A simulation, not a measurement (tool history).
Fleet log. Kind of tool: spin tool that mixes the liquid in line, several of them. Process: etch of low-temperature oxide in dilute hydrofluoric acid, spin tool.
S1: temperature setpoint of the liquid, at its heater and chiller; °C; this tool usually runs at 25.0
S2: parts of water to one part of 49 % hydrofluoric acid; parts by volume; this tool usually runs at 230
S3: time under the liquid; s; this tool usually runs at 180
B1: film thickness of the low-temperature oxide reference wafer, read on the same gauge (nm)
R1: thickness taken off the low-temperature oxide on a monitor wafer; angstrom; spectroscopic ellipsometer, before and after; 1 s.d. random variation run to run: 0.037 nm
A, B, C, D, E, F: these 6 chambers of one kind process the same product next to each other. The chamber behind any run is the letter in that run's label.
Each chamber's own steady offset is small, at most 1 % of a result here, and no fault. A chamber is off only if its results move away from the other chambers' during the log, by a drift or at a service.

run   hour    S1   S2   S3       B1       R1
 1F    9.2  25.0  230  180   99.999   89.528
 2A   16.1  25.0  230  180   99.966   89.599
 3B   26.8  25.0  230  180   99.990   89.735
 4D   39.0  25.0  230  180  100.010   91.114
 5C   49.4  25.0  230  180   99.994   89.995
 6E   58.3  25.0  230  180  100.010   89.592
 7B   69.1  25.0  230  180   99.987   89.811
 8F   77.3  25.0  230  180  100.020   89.816
      86.7  -- chamber D: hydrofluoric acid flow meter replaced
 9C   90.1  21.5  230  180  100.040   79.290
10E   96.9  21.5  230  180  100.020   79.762
11A  108.9  21.5  230  180  100.030   78.765
12D  121.2  21.5  230  180  100.000   79.906
13C  128.5  21.5  230  180   99.997   78.690
14A  138.6  21.5  230  180  100.000   78.985
15B  145.0  25.0  230  180   99.979   89.586
16D  155.1  25.0  230  180   99.980   90.899
17E  163.1  25.0  230  180  100.030   90.509
18F  168.9  25.0  230  180  100.040   89.580
19E  179.6  25.0  230  180  100.010   90.897
20B  192.2  27.5  175  180  100.020  137.880
21C  199.9  27.5  175  180   99.938  136.890
22A  211.9  27.5  175  180   99.957  135.010
23D  219.7  27.5  175  180  100.010  138.920
     220.9  -- chamber E: hydrofluoric acid flow meter replaced
24F  228.7  27.5  175  180  100.020  137.470
25A  235.2  27.5  175  180  100.020  135.170
26D  244.8  25.0  230  180   99.974   90.468
27F  255.5  23.5  230  235   99.978  111.450
28B  263.7  23.5  230  235   99.956  111.930
29C  271.7  23.5  230  235  100.030  110.640
     273.5  -- chamber C: hydrofluoric acid flow meter replaced
30E  284.7  23.5  230  235  100.030  113.740
31F  290.4  23.5  230  235   99.946  111.090
32E  298.3  23.5  230  235   99.960  113.600
33A  304.6  25.0  230  180   99.986   89.339
34D  311.0  25.0  230  180   99.999   90.435
35B  321.0  25.0  230  180   99.998   89.666
36C  333.4  20.5  135  180   99.942  144.540
37D  343.3  20.5  135  180   99.995  143.800
38C  351.8  20.5  135  180  100.010  145.610
39F  361.4  20.5  135  180   99.974  143.310
40A  373.1  20.5  135  180  100.030  140.270
41E  384.3  20.5  135  180   99.973  147.500

Each of the 6 chambers runs these same settings next. Fill in every chamber's results:
42A  393.6  25.0  230  180       ?
42B  393.6  25.0  230  180       ?
42C  393.6  25.0  230  180       ?
42D  393.6  25.0  230  180       ?
42E  393.6  25.0  230  180       ?
42F  393.6  25.0  230  180       ?

run      R1
42A  88.472
42B  89.594
42C  89.936
42D  90.718
42E  92.658
42F  90.536
